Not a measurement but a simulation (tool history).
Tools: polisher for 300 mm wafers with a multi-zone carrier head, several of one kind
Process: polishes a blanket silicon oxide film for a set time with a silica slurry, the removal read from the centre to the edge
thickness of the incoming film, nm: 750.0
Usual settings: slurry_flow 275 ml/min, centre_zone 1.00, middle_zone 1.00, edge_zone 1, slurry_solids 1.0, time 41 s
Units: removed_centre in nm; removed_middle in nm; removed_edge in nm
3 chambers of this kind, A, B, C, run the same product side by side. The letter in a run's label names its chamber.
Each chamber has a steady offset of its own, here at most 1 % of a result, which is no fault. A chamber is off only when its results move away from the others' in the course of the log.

run	hour	slurry_flow	centre_zone	middle_zone	edge_zone	slurry_solids	time	wafers polished on this pad	hours since the slurry nozzle was cleaned	hours since the centre zone pressure was calibrated	hours since the edge zone pressure was calibrated	removed_centre	removed_middle	removed_edge
# hour 11.2: chamber B: worn pad replaced by a new one
1A	13.1	275	1.00	1.00	1	1.0	41	382	121.4	115.8	25.4	80.983	78.864	79.380
2C	21.4	275	1.00	1.00	1	1.0	41	1275	491.6	92.6	399.3	79.286	78.794	80.007
3B	28.7	275	1.00	1.00	1	1.0	41	316	174.5	300.1	433.8	80.688	76.587	79.915
4C	38.6	275	1.00	1.00	1	1.0	41	1585	508.8	109.8	416.5	79.902	79.894	79.792
# hour 43.7: chamber C: worn pad replaced by a new one
5B	53.0	275	1.00	1.00	1	1.0	41	754	198.8	324.4	458.1	79.843	79.460	77.796
6A	65.9	275	1.00	1.00	1	1.0	41	1334	174.2	168.6	78.2	78.176	79.928	78.132
7A	74.4	275	1.00	1.00	1	1.0	41	1487	182.7	177.1	86.7	80.577	79.451	79.267
# hour 85.4: chamber A: worn pad replaced by a new one
8B	89.9	275	1.00	1.00	1	1.0	41	1420	235.7	361.3	495.0	80.976	79.375	79.775
9C	97.4	275	1.00	1.00	1	1.0	41	968	567.6	168.6	475.3	79.753	81.588	78.943
10C	107.3	275	1.00	1.00	1	1.0	41	1147	577.5	178.5	485.2	79.903	79.966	79.817
# hour 111.9: chamber B: worn pad replaced by a new one
11B	117.1	275	1.00	1.00	1	1.0	41	94	262.9	388.5	522.2	79.813	79.019	79.346
12A	125.4	275	1.00	1.00	1	1.0	41	721	233.7	228.1	137.7	79.487	78.206	79.892
# hour 130.8: chamber B: slurry nozzle cleaned
13C	133.1	275	1.00	1.00	1	1.0	41	1612	603.3	204.3	511.0	78.599	80.736	80.438
# hour 139.0: chamber C: worn pad replaced by a new one
14A	147.6	275	1.00	1.00	1	1.0	41	1121	255.9	250.3	159.9	78.640	81.301	78.766
15B	157.4	205	1.00	1.00	1	1.0	41	820	26.6	428.8	562.5	77.519	75.694	76.208
16C	165.2	205	1.00	1.00	1	1.0	41	472	635.4	236.4	543.1	75.033	76.073	77.700
# hour 174.1: chamber A: worn pad replaced by a new one
17A	177.9	205	1.00	1.00	1	1.0	41	70	286.2	280.6	190.2	76.730	77.152	77.007
18B	187.8	275	1.00	1.00	1	1.0	41	1368	57.0	459.2	592.9	80.840	78.466	79.897
19B	199.1	275	1.00	1.00	1	1.0	41	1572	68.3	470.5	604.2	79.365	78.666	79.543
# hour 203.9: chamber B: worn pad replaced by a new one
20A	209.1	275	1.00	1.00	1	1.0	41	632	317.4	311.8	221.4	79.237	78.414	79.637
21C	216.4	275	1.04	1.07	1	1.0	41	1395	686.6	287.6	594.3	81.892	84.703	79.446
# hour 222.4: chamber C: worn pad replaced by a new one
22C	226.5	275	1.04	1.07	1	1.0	41	75	696.7	297.7	604.4	83.133	84.605	79.927
23A	237.9	275	1.04	1.07	1	1.0	41	1151	346.2	340.6	250.2	84.469	83.941	78.842
# hour 245.8: chamber C: slurry nozzle cleaned
24B	247.6	275	1.00	1.00	1	1.0	41	789	116.8	519.0	652.7	82.346	77.558	79.463
25B	255.5	275	1.00	1.11	1	1.0	46	931	124.7	526.9	660.6	91.690	97.545	89.593
26A	268.6	275	1.00	1.11	1	1.0	46	1705	376.9	371.3	280.9	88.749	98.573	87.374
# hour 276.2: chamber A: worn pad replaced by a new one
27C	284.3	275	1.00	1.11	1	1.0	46	1117	38.5	355.5	662.2	88.923	97.351	88.600
28C	291.8	275	1.00	1.00	1	1.0	41	1252	46.0	363.0	669.7	78.697	79.069	78.773
# hour 293.3: chamber B: worn pad replaced by a new one
# hour 296.9: chamber C: centre zone pressure recalibrated
29B	304.1	275	1.00	1.00	1	1.0	31	195	173.3	575.5	709.2	63.803	59.531	59.974
30A	317.8	275	1.00	1.00	1	1.0	31	751	426.1	420.5	330.1	60.026	60.823	59.677
# hour 321.4: chamber C: worn pad replaced by a new one
31B	331.3	275	1.00	1.00	1	1.0	31	685	200.5	602.7	736.4	64.111	58.452	59.399
# hour 342.4: chamber A: slurry nozzle cleaned
32C	345.3	220	1.11	1.00	1	1.0	41	431	99.5	48.5	723.2	87.379	77.368	78.429
33A	356.1	220	1.11	1.00	1	1.0	41	1441	13.7	458.8	368.4	86.768	76.263	78.437
34B	369.5	220	1.11	1.00	1	1.0	41	1373	238.7	640.9	774.6	92.566	76.764	76.736
# hour 375.7: chamber A: worn pad replaced by a new one
35C	377.5	275	1.00	1.00	1	1.0	41	1011	131.7	80.7	755.4	78.926	79.292	79.096
# hour 387.2: chamber B: worn pad replaced by a new one
36A	390.9	275	1.00	1.00	1	1.0	36	275	48.5	493.6	403.2	68.635	69.608	70.069
37B	401.8	275	1.00	1.00	1	1.0	36	263	271.0	673.2	806.9	77.280	70.820	68.388
# hour 407.2: chamber C: worn pad replaced by a new one
38C	416.8	275	1.00	1.00	1	1.0	36	173	171.0	120.0	794.7	70.275	70.441	69.214
39A	428.0	275	1.00	1.00	1	1.0	41	944	85.6	530.7	440.3	79.784	79.257	79.295
40A	438.3	275	1.00	1.00	1	1.0	41	1129	95.9	541.0	450.6	79.488	81.761	79.428
41C	447.0	275	1.00	1.00	1	1.2	41	718	201.2	150.2	824.9	84.646	86.848	85.834

Is one chamber off against the others, does the gauge drift, or is nothing wrong? If a chamber is off, say which, and what the likeliest cause is.

Chamber B drifts away from the others.
Cause: centre zone's pressure above its setpoint, % = 12.2.

Here are 4 candidates for chamber B's next run, each the usual settings with a change, their results left as question marks. Which one brings its results back in line with what the others give on the usual settings?
In line means no further than this from the other chambers' mean on the usual settings: removed_centre 3.000 nm; removed_middle 2.700 nm; removed_edge 2.700 nm
42B-1	458.4	280	1.11	0.97	0.96	1.0	42					?	?	?
42B-2	458.4	270	0.89	1.03	1.04	1.0	41					?	?	?
42B-3	458.4	260	0.83	1.05	1.06	1.0	40					?	?	?
42B-4	458.4	295	1.17	0.93	0.89	1.0	43					?	?	?

The other chambers' mean on the usual settings: removed_centre 79.573 nm; removed_middle 79.552 nm; removed_edge 79.529 nm
run	removed_centre	removed_middle	removed_edge
42B-1	103.190	78.444	79.244
42B-2	79.249	80.679	80.366
42B-3	71.380	79.803	78.936
42B-4	112.340	77.689	78.443
42B-2 brings the chamber back in line.

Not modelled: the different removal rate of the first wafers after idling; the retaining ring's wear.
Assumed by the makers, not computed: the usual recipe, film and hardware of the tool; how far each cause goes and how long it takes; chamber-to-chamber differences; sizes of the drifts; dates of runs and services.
